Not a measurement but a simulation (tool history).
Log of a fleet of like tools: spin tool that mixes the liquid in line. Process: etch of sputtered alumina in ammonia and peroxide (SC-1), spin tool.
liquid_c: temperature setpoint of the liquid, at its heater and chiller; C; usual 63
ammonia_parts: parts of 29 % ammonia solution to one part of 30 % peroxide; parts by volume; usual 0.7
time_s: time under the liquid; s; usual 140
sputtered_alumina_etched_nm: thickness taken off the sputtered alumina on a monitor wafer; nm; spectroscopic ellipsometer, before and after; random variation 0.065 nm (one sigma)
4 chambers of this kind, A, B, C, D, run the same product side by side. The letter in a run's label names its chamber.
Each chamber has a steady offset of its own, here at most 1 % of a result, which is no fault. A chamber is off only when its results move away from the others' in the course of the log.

run   hour  liquid_c  ammonia_parts  time_s  read-back film thickness of the sputtered alumina reference wafer, read on the same gauge (nm)  sputtered_alumina_etched_nm
 1B    5.2        63            0.7     140                                                                                          69.997                       8.2596
 2D    9.1        63            0.7     140                                                                                          70.042                       8.1939
 3C   16.4        63            0.7     140                                                                                          70.043                       8.2032
 4A   21.8        63            0.7     140                                                                                          70.008                       8.2261
 5D   25.9        63            0.7     180                                                                                          70.001                       10.517
 6C     32        63            0.7     180                                                                                          69.983                       10.555
 7B   40.8        63            0.7     180                                                                                          69.985                       10.756
 8A     46        63            0.7     180                                                                                          70.001                       10.791
 9D   50.1        63            0.7     140                                                                                          70.006                       8.1829
      52.6  -- chamber D: new drum of ammonia solution connected
10B   57.4        63            0.7     140                                                                                          69.964                       8.3946
      59.6  -- chamber D: ammonia flow meter replaced
11C   64.8        63            0.7     140                                                                                          70.034                        8.206
      70.7  -- chamber B: new drum of ammonia solution connected
12A   71.4      59.5            0.7     200                                                                                          70.032                       9.8085
13B   80.2      59.5            0.7     200                                                                                          69.987                       9.8858
14D   85.7      59.5            0.7     200                                                                                          69.999                       9.8618
      90.6  -- chamber A: new drum of ammonia solution connected
15A     94      59.5            0.7     200                                                                                          69.999                       9.6856
16C  102.6        63            0.7     140                                                                                          70.031                        8.317
17C  110.1        63            0.7     140                                                                                           69.99                       8.2293
18D  118.9        63            0.7     140                                                                                          70.025                       8.0979
19B  124.3        63            0.7     140                                                                                          70.024                       8.1953
20A    132        63            0.7     140                                                                                          70.003                       8.2193
21A  136.3        63            0.7     140                                                                                          70.017                       8.0755
22C  140.4        63            0.7     140                                                                                          70.025                       8.2008
23B  147.7        63            0.7     140                                                                                          69.992                       8.2919
     148.1  -- chamber C: ammonia flow meter replaced
24D  152.1        63            0.7     140                                                                                          69.971                       8.2222
25D    156        63            0.7     140                                                                                          70.003                       8.3526
26B  160.4        63            0.7     140                                                                                          70.041                       8.3972
27A  165.3        67            0.7      55                                                                                          70.012                       3.7573
28C  171.2        67            0.7      55                                                                                          69.986                       3.9203
29D  176.9        67            0.7      55                                                                                           70.05                       4.0043
30A  183.2        67            0.7      55                                                                                          69.992                       3.8508
31B  189.8        63           0.85     140                                                                                          70.039                       8.4495
32C  198.7        63           0.85     140                                                                                          69.999                       8.4001
     207.6  -- chamber C: new drum of ammonia solution connected
33D  207.6        63           0.85     140                                                                                          69.986                       8.4174
34C  212.9        63           0.85     140                                                                                          69.981                       8.3675
35A  220.7        63            0.7     140                                                                                          69.999                       7.7687
36B    225        63            0.7     140                                                                                          69.974                       8.2098
37A    229        63            0.7     140                                                                                          69.995                       7.8237

All 4 chambers run these settings next. Forecast each chamber's results:
38A  235.5        63            0.7     140                                                                                                                            ?
38B  235.5        63            0.7     140                                                                                                                            ?
38C  235.5        63            0.7     140                                                                                                                            ?
38D  235.5        63            0.7     140                                                                                                                            ?

run  sputtered_alumina_etched_nm
38A                       7.7933
38B                       8.3023
38C                       8.1877
38D                       8.2867

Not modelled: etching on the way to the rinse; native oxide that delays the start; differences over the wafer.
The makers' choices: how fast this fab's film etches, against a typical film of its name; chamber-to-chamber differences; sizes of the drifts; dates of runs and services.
